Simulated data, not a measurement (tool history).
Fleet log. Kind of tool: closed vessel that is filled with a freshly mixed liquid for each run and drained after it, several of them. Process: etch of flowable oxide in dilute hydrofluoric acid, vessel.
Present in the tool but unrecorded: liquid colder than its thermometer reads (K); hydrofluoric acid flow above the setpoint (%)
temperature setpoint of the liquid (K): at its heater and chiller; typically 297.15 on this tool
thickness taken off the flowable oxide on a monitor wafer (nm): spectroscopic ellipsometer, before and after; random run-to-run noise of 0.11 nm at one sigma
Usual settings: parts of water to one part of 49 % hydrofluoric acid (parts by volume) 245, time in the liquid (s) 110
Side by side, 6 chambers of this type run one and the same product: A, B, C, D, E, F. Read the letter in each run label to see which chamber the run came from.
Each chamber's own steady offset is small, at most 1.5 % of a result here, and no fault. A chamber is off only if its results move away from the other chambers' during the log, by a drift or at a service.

| run | hour | temperature setpoint of the liquid (K) | parts of water to one part of 49 % hydrofluoric acid (parts by volume) | time in the liquid (s) | hours since the thermometer was replaced | hours since the hydrofluoric acid flow meter was replaced | read-back film thickness of the flowable oxide reference wafer, read on the same gauge (nm) | thickness taken off the flowable oxide on a monitor wafer (nm) |
|---|---|---|---|---|---|---|---|---|
| 1F | 7.9 | 297.15 | 245 | 110 | 972.5 | 171.6 | 110.02 | 12.447 |
| 2D | 20.1 | 297.15 | 245 | 110 | 146.9 | 115.4 | 109.98 | 12.68 |
| 3A | 33 | 297.15 | 245 | 110 | 263.8 | 327.4 | 109.99 | 12.591 |
| 4B | 39.6 | 297.15 | 245 | 110 | 1972.2 | 214.4 | 110.01 | 12.63 |
| 5E | 48.7 | 297.15 | 245 | 110 | 93.9 | 2324 | 110.01 | 12.609 |
| 6C | 56.5 | 297.15 | 245 | 110 | 2045.3 | 348.2 | 109.99 | 12.527 |
| 7D | 64.7 | 297.15 | 245 | 110 | 191.5 | 160 | 109.98 | 12.585 |
| 8C | 76 | 297.15 | 245 | 110 | 2064.8 | 367.7 | 110 | 12.555 |
| 9B | 88.1 | 297.15 | 245 | 110 | 2020.7 | 262.9 | 110 | 12.477 |
| 10A | 100.7 | 299.15 | 130 | 110 | 331.5 | 395.1 | 109.99 | 28.753 |
| 11F | 112.3 | 299.15 | 130 | 110 | 1076.9 | 276 | 110.02 | 29.032 |
| 12E | 119.7 | 299.15 | 130 | 110 | 164.9 | 2395 | 109.98 | 28.254 |
| 13E | 130.2 | 299.15 | 130 | 110 | 175.4 | 2405.5 | 109.99 | 28.086 |
|  | 138.5 | chamber B: thermometer replaced |
| 14D | 141.9 | 299.15 | 130 | 110 | 268.7 | 237.2 | 110 | 29.055 |
| 15C | 148.8 | 299.15 | 130 | 110 | 2137.6 | 440.5 | 110 | 28.947 |
| 16A | 160.5 | 297.15 | 245 | 110 | 391.3 | 454.9 | 109.99 | 12.415 |
| 17B | 166.1 | 297.15 | 245 | 110 | 27.6 | 340.9 | 110 | 12.571 |
| 18F | 171.6 | 297.15 | 245 | 110 | 1136.2 | 335.3 | 110 | 13.315 |
| 19E | 181.6 | 297.15 | 245 | 110 | 226.8 | 2456.9 | 110 | 12.425 |
| 20C | 191.6 | 297.15 | 245 | 110 | 2180.4 | 483.3 | 109.99 | 12.595 |
| 21F | 198.2 | 297.15 | 245 | 110 | 1162.8 | 361.9 | 110.03 | 13.515 |
| 22A | 205.8 | 297.15 | 245 | 110 | 436.6 | 500.2 | 110 | 12.798 |
| 23D | 217.3 | 297.15 | 245 | 110 | 344.1 | 312.6 | 110 | 12.476 |
| 24B | 223.7 | 297.15 | 245 | 110 | 85.2 | 398.5 | 110.02 | 12.654 |
| 25E | 234.5 | 297.15 | 245 | 110 | 279.7 | 2509.8 | 110.01 | 12.333 |
| 26C | 243.8 | 297.15 | 245 | 110 | 2232.6 | 535.5 | 110 | 12.725 |
| 27B | 249.3 | 297.15 | 245 | 110 | 110.8 | 424.1 | 110.02 | 12.521 |
| 28A | 256.9 | 297.15 | 245 | 110 | 487.7 | 551.3 | 109.99 | 12.443 |
| 29D | 268.5 | 297.15 | 245 | 110 | 395.3 | 363.8 | 110.01 | 12.506 |
| 30F | 280.5 | 297.15 | 245 | 110 | 1245.1 | 444.2 | 110.02 | 13.695 |
|  | 285.6 | chamber C: hydrofluoric acid flow meter replaced |
| 31A | 293.1 | 297.15 | 245 | 110 | 523.9 | 587.5 | 110.01 | 12.819 |
| 32F | 304.8 | 292.15 | 245 | 110 | 1269.4 | 468.5 | 109.97 | 11.57 |
| 33D | 311.6 | 292.15 | 245 | 110 | 438.4 | 406.9 | 110 | 10.378 |
| 34B | 319.4 | 292.15 | 245 | 110 | 180.9 | 494.2 | 110.01 | 10.334 |
| 35C | 332 | 292.15 | 245 | 110 | 2320.8 | 46.4 | 110.01 | 10.252 |
| 36E | 342.4 | 292.15 | 245 | 110 | 387.6 | 2617.7 | 110.01 | 10.392 |
| 37E | 353.6 | 292.15 | 245 | 110 | 398.8 | 2628.9 | 109.99 | 10.289 |
| 38D | 360.2 | 297.15 | 245 | 110 | 487 | 455.5 | 110.01 | 12.499 |

One chamber off, gauge drift, or nothing amiss beyond the chambers' own small offsets? If it is a chamber, which one, and what is the likeliest cause?

It is chamber F that slowly wanders off from its peers.
Likeliest cause: hydrofluoric acid flow above the setpoint (%) = 9.92.

Here are 4 candidates for chamber F's next run, each the usual settings with a change, their results left as question marks. Which one brings its results back in line with what the others give on the usual settings?
Maximum distance from the other chambers' mean on the usual settings for a result to count as in line: thickness taken off the flowable oxide on a monitor wafer (nm) 0.4
| 39F-1 | 369.4 | 297.15 | 300 | 110 |  |  |  | ? |
| 39F-2 | 369.4 | 296.65 | 245 | 100 |  |  |  | ? |
| 39F-3 | 369.4 | 297.65 | 225 | 110 |  |  |  | ? |
| 39F-4 | 369.4 | 304.15 | 245 | 110 |  |  |  | ? |

The other chambers' mean on the usual settings: thickness taken off the flowable oxide on a monitor wafer (nm) 12.539
| run | thickness taken off the flowable oxide on a monitor wafer (nm) |
|---|---|
| 39F-1 | 10.888 |
| 39F-2 | 12.486 |
| 39F-3 | 15.778 |
| 39F-4 | 17.805 |
The right change is 39F-2: it brings the chamber back within the allowed miss of the others.
